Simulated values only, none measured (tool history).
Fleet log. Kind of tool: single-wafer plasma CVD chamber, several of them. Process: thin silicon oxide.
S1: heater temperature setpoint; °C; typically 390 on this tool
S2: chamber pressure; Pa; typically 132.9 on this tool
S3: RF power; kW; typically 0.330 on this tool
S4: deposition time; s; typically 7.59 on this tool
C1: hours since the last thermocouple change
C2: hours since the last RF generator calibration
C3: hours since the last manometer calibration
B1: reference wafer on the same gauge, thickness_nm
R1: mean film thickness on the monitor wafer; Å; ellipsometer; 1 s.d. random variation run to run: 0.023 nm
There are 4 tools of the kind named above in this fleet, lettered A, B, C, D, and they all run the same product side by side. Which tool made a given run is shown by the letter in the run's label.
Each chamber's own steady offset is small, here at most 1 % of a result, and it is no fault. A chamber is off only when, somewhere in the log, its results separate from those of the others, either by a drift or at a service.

{"run": "1C", "hour": 6.1, "S1": 390, "S2": 132.9, "S3": 0.33, "S4": 7.59, "C1": 137.3, "C2": 739.9, "C3": 1306.9, "B1": 18.103, "R1": 175.27}
{"run": "2A", "hour": 12.7, "S1": 390, "S2": 132.9, "S3": 0.33, "S4": 7.59, "C1": 1894.1, "C2": 870.7, "C3": 605.0, "B1": 18.111, "R1": 177.14}
{"run": "3D", "hour": 18.3, "S1": 390, "S2": 132.9, "S3": 0.33, "S4": 7.59, "C1": 3047.2, "C2": 713.9, "C3": 1745.8, "B1": 18.108, "R1": 175.95}
{"run": "4B", "hour": 27.2, "S1": 390, "S2": 132.9, "S3": 0.33, "S4": 7.59, "C1": 1073.4, "C2": 652.5, "C3": 1096.9, "B1": 18.11, "R1": 175.86}
{"run": "5B", "hour": 31.7, "S1": 390, "S2": 132.9, "S3": 0.33, "S4": 7.59, "C1": 1077.9, "C2": 657.0, "C3": 1101.4, "B1": 18.117, "R1": 175.85}
{"run": "6C", "hour": 37.4, "S1": 390, "S2": 132.9, "S3": 0.33, "S4": 7.59, "C1": 168.6, "C2": 771.2, "C3": 1338.2, "B1": 18.119, "R1": 175.27}
{"run": "7D", "hour": 44.1, "S1": 390, "S2": 132.9, "S3": 0.33, "S4": 7.59, "C1": 3073.0, "C2": 739.7, "C3": 1771.6, "B1": 18.12, "R1": 175.79}
{"run": "8A", "hour": 52.0, "S1": 390, "S2": 132.9, "S3": 0.33, "S4": 7.59, "C1": 1933.4, "C2": 910.0, "C3": 644.3, "B1": 18.115, "R1": 176.81}
{"run": "9C", "hour": 56.8, "S1": 390, "S2": 132.9, "S3": 0.33, "S4": 7.59, "C1": 188.0, "C2": 790.6, "C3": 1357.6, "B1": 18.131, "R1": 174.77}
{"run": "10D", "hour": 60.9, "S1": 390, "S2": 132.9, "S3": 0.33, "S4": 7.59, "C1": 3089.8, "C2": 756.5, "C3": 1788.4, "B1": 18.119, "R1": 176.13}
{"run": "11B", "hour": 69.5, "S1": 390, "S2": 132.9, "S3": 0.27, "S4": 7.59, "C1": 1115.7, "C2": 694.8, "C3": 1139.2, "B1": 18.128, "R1": 162.0}
{"run": "12A", "hour": 77.8, "S1": 390, "S2": 132.9, "S3": 0.27, "S4": 7.59, "C1": 1959.2, "C2": 935.8, "C3": 670.1, "B1": 18.131, "R1": 163.42}
{"run": "13C", "hour": 82.6, "S1": 390, "S2": 132.9, "S3": 0.27, "S4": 7.59, "C1": 213.8, "C2": 816.4, "C3": 1383.4, "B1": 18.131, "R1": 162.01}
{"run": "14B", "hour": 90.4, "S1": 390, "S2": 132.9, "S3": 0.27, "S4": 7.59, "C1": 1136.6, "C2": 715.7, "C3": 1160.1, "B1": 18.136, "R1": 161.76}
{"run": "15A", "hour": 94.3, "S1": 390, "S2": 132.9, "S3": 0.33, "S4": 7.59, "C1": 1975.7, "C2": 952.3, "C3": 686.6, "B1": 18.138, "R1": 177.47}
{"run": "16D", "hour": 100.8, "S1": 390, "S2": 132.9, "S3": 0.33, "S4": 7.59, "C1": 3129.7, "C2": 796.4, "C3": 1828.3, "B1": 18.141, "R1": 176.12}
{"run": "17A", "hour": 105.4, "S1": 390, "S2": 132.9, "S3": 0.33, "S4": 7.59, "C1": 1986.8, "C2": 963.4, "C3": 697.7, "B1": 18.141, "R1": 177.92}
{"run": "18C", "hour": 113.9, "S1": 390, "S2": 132.9, "S3": 0.28, "S4": 8.57, "C1": 245.1, "C2": 847.7, "C3": 1414.7, "B1": 18.139, "R1": 186.14}
{"run": "19D", "hour": 119.9, "S1": 390, "S2": 132.9, "S3": 0.28, "S4": 8.57, "C1": 3148.8, "C2": 815.5, "C3": 1847.4, "B1": 18.143, "R1": 185.84}
{"run": "20B", "hour": 128.2, "S1": 390, "S2": 132.9, "S3": 0.28, "S4": 8.57, "C1": 1174.4, "C2": 753.5, "C3": 1197.9, "B1": 18.152, "R1": 185.99}
{"run": "21B", "hour": 135.4, "S1": 390, "S2": 132.9, "S3": 0.28, "S4": 8.57, "C1": 1181.6, "C2": 760.7, "C3": 1205.1, "B1": 18.157, "R1": 185.8}
{"hour": 140.2, "done": "chamber D: thermocouple changed; heater temperature recalibrated"}
{"run": "22D", "hour": 143.4, "S1": 390, "S2": 132.9, "S3": 0.33, "S4": 7.59, "C1": 3.2, "C2": 839.0, "C3": 1870.9, "B1": 18.162, "R1": 176.19}
{"run": "23C", "hour": 149.4, "S1": 390, "S2": 132.9, "S3": 0.33, "S4": 7.59, "C1": 280.6, "C2": 883.2, "C3": 1450.2, "B1": 18.171, "R1": 175.63}
{"run": "24A", "hour": 155.3, "S1": 390, "S2": 132.9, "S3": 0.33, "S4": 7.59, "C1": 2036.7, "C2": 1013.3, "C3": 747.6, "B1": 18.165, "R1": 178.07}
{"run": "25D", "hour": 159.8, "S1": 390, "S2": 132.9, "S3": 0.33, "S4": 7.59, "C1": 19.6, "C2": 855.4, "C3": 1887.3, "B1": 18.172, "R1": 176.67}
{"run": "26C", "hour": 165.2, "S1": 390, "S2": 132.9, "S3": 0.33, "S4": 7.59, "C1": 296.4, "C2": 899.0, "C3": 1466.0, "B1": 18.172, "R1": 175.72}
{"run": "27B", "hour": 172.1, "S1": 390, "S2": 132.9, "S3": 0.33, "S4": 7.59, "C1": 1218.3, "C2": 797.4, "C3": 1241.8, "B1": 18.17, "R1": 176.57}
{"run": "28A", "hour": 180.6, "S1": 390, "S2": 132.9, "S3": 0.33, "S4": 7.59, "C1": 2062.0, "C2": 1038.6, "C3": 772.9, "B1": 18.177, "R1": 177.91}
{"run": "29B", "hour": 185.9, "S1": 390, "S2": 132.9, "S3": 0.33, "S4": 7.59, "C1": 1232.1, "C2": 811.2, "C3": 1255.6, "B1": 18.18, "R1": 176.28}
{"run": "30A", "hour": 190.6, "S1": 390, "S2": 132.9, "S3": 0.33, "S4": 7.59, "C1": 2072.0, "C2": 1048.6, "C3": 782.9, "B1": 18.18, "R1": 177.82}
{"run": "31D", "hour": 197.4, "S1": 390, "S2": 132.9, "S3": 0.33, "S4": 7.59, "C1": 57.2, "C2": 893.0, "C3": 1924.9, "B1": 18.178, "R1": 176.64}
{"run": "32C", "hour": 201.7, "S1": 390, "S2": 132.9, "S3": 0.36, "S4": 7.59, "C1": 332.9, "C2": 935.5, "C3": 1502.5, "B1": 18.184, "R1": 182.14}
{"run": "33A", "hour": 206.3, "S1": 390, "S2": 132.9, "S3": 0.36, "S4": 7.59, "C1": 2087.7, "C2": 1064.3, "C3": 798.6, "B1": 18.183, "R1": 184.01}
{"run": "34B", "hour": 213.3, "S1": 390, "S2": 132.9, "S3": 0.36, "S4": 7.59, "C1": 1259.5, "C2": 838.6, "C3": 1283.0, "B1": 18.189, "R1": 182.56}
{"run": "35C", "hour": 220.8, "S1": 390, "S2": 132.9, "S3": 0.36, "S4": 7.59, "C1": 352.0, "C2": 954.6, "C3": 1521.6, "B1": 18.186, "R1": 181.98}
{"run": "36D", "hour": 227.2, "S1": 390, "S2": 132.9, "S3": 0.33, "S4": 7.59, "C1": 87.0, "C2": 922.8, "C3": 1954.7, "B1": 18.195, "R1": 176.54}
{"run": "37D", "hour": 235.0, "S1": 390, "S2": 132.9, "S3": 0.33, "S4": 7.59, "C1": 94.8, "C2": 930.6, "C3": 1962.5, "B1": 18.196, "R1": 176.55}

Next, every chamber runs the same settings. What will each give?
{"run": "38A", "hour": 241.6, "S1": 390, "S2": 132.9, "S3": 0.33, "S4": 7.59, "R1": "?"}
{"run": "38B", "hour": 241.6, "S1": 390, "S2": 132.9, "S3": 0.33, "S4": 7.59, "R1": "?"}
{"run": "38C", "hour": 241.6, "S1": 390, "S2": 132.9, "S3": 0.33, "S4": 7.59, "R1": "?"}
{"run": "38D", "hour": 241.6, "S1": 390, "S2": 132.9, "S3": 0.33, "S4": 7.59, "R1": "?"}

run=38A R1=177.84
run=38B R1=176.36
run=38C R1=175.76
run=38D R1=176.76
